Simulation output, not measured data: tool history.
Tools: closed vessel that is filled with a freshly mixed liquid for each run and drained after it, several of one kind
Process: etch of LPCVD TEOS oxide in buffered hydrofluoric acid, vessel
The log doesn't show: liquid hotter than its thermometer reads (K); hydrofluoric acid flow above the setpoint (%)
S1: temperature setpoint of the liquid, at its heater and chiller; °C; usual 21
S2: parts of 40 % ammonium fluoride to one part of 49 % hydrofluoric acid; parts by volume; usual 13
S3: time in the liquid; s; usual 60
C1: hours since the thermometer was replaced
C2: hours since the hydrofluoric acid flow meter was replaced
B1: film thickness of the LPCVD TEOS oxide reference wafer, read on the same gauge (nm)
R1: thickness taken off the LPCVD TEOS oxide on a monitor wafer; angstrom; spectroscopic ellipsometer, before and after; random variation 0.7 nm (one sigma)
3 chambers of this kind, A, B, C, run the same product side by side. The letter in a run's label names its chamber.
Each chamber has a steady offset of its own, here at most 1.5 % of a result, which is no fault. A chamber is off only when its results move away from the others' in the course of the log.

| run | hour | S1 | S2 | S3 | C1 | C2 | B1 | R1 |
|---|---|---|---|---|---|---|---|---|
| 1A | 4.4 | 21 | 13 | 60 | 544.1 | 634.8 | 59.990 | 1151.40 |
| 2C | 7.8 | 21 | 13 | 60 | 1376.8 | 88.9 | 60.010 | 1150.30 |
| 3B | 14.6 | 21 | 13 | 60 | 376.5 | 571.4 | 60.005 | 1151.40 |
| 4A | 18.0 | 21 | 13 | 60 | 557.7 | 648.4 | 60.011 | 1148.40 |
| 5C | 21.7 | 21 | 13 | 60 | 1390.7 | 102.8 | 59.998 | 1154.00 |
| 6B | 28.4 | 21 | 13 | 60 | 390.3 | 585.2 | 60.013 | 1145.20 |
| 7A | 32.0 | 21 | 13 | 60 | 571.7 | 662.4 | 60.000 | 1152.00 |
| 8C | 38.1 | 21 | 13 | 60 | 1407.1 | 119.2 | 59.984 | 1171.80 |
| 9B | 44.4 | 21 | 13 | 60 | 406.3 | 601.2 | 59.990 | 1156.60 |
| 10C | 48.3 | 21 | 13 | 60 | 1417.3 | 129.4 | 60.007 | 1169.00 |
| 11B | 51.8 | 21 | 13 | 60 | 413.7 | 608.6 | 60.005 | 1157.90 |
| 12A | 55.3 | 21 | 13 | 60 | 595.0 | 685.7 | 60.010 | 1158.10 |
| 13B | 58.7 | 21 | 13 | 60 | 420.6 | 615.5 | 60.014 | 1160.70 |
| 14A | 61.8 | 21 | 13 | 60 | 601.5 | 692.2 | 60.020 | 1161.00 |
|  | 66.3 | chamber C: thermometer replaced |
| 15C | 68.6 | 21 | 13 | 60 | 2.4 | 149.7 | 60.023 | 1162.80 |
| 16C | 74.4 | 21 | 9 | 60 | 8.2 | 155.5 | 59.998 | 1608.10 |
| 17A | 79.2 | 21 | 9 | 60 | 618.9 | 709.6 | 60.007 | 1638.60 |
| 18B | 82.5 | 21 | 9 | 60 | 444.4 | 639.3 | 59.998 | 1605.90 |
| 19A | 86.2 | 21 | 13 | 60 | 625.9 | 716.6 | 60.007 | 1191.80 |
| 20B | 90.3 | 23 | 13 | 45 | 452.2 | 647.1 | 60.002 | 964.15 |
| 21C | 96.9 | 23 | 13 | 45 | 30.7 | 178.0 | 59.998 | 976.72 |
| 22C | 100.8 | 23 | 13 | 45 | 34.6 | 181.9 | 59.997 | 982.68 |
| 23B | 107.2 | 21 | 13 | 60 | 469.1 | 664.0 | 60.006 | 1148.00 |
| 24A | 112.0 | 21 | 13 | 60 | 651.7 | 742.4 | 59.984 | 1227.00 |
| 25B | 116.7 | 21 | 13 | 60 | 478.6 | 673.5 | 60.001 | 1155.20 |
| 26C | 120.2 | 21 | 13 | 60 | 54.0 | 201.3 | 60.001 | 1164.90 |
| 27A | 124.1 | 21 | 13 | 60 | 663.8 | 754.5 | 60.000 | 1252.30 |
| 28B | 127.7 | 18 | 9 | 60 | 489.6 | 684.5 | 59.995 | 1355.10 |

Is one chamber off against the others, does the gauge drift, or is nothing wrong? If a chamber is off, say which, and what the likeliest cause is.

Chamber A drifts away from the others.
Cause: liquid hotter than its thermometer reads (K) = 1.64.
The log may not tell that from: hydrofluoric acid flow above the setpoint (%).

Here are 4 candidates for chamber A's next run, each the usual settings with a change, their results left as question marks. Which one brings its results back in line with what the others give on the usual settings?
In line means no further than this from the other chambers' mean on the usual settings: R1 25.00 angstrom
| 29A-1 | 132.7 | 21 | 12.0 | 60 |  |  |  | ? |
| 29A-2 | 132.7 | 21 | 12.5 | 60 |  |  |  | ? |
| 29A-3 | 132.7 | 21 | 13.5 | 60 |  |  |  | ? |
| 29A-4 | 132.7 | 21 | 13.0 | 55 |  |  |  | ? |

The other chambers' mean on the usual settings: R1 1160.60 angstrom
| run | R1 |
|---|---|
| 29A-1 | 1361.90 |
| 29A-2 | 1308.30 |
| 29A-3 | 1212.50 |
| 29A-4 | 1153.70 |
29A-4 brings the chamber back in line.
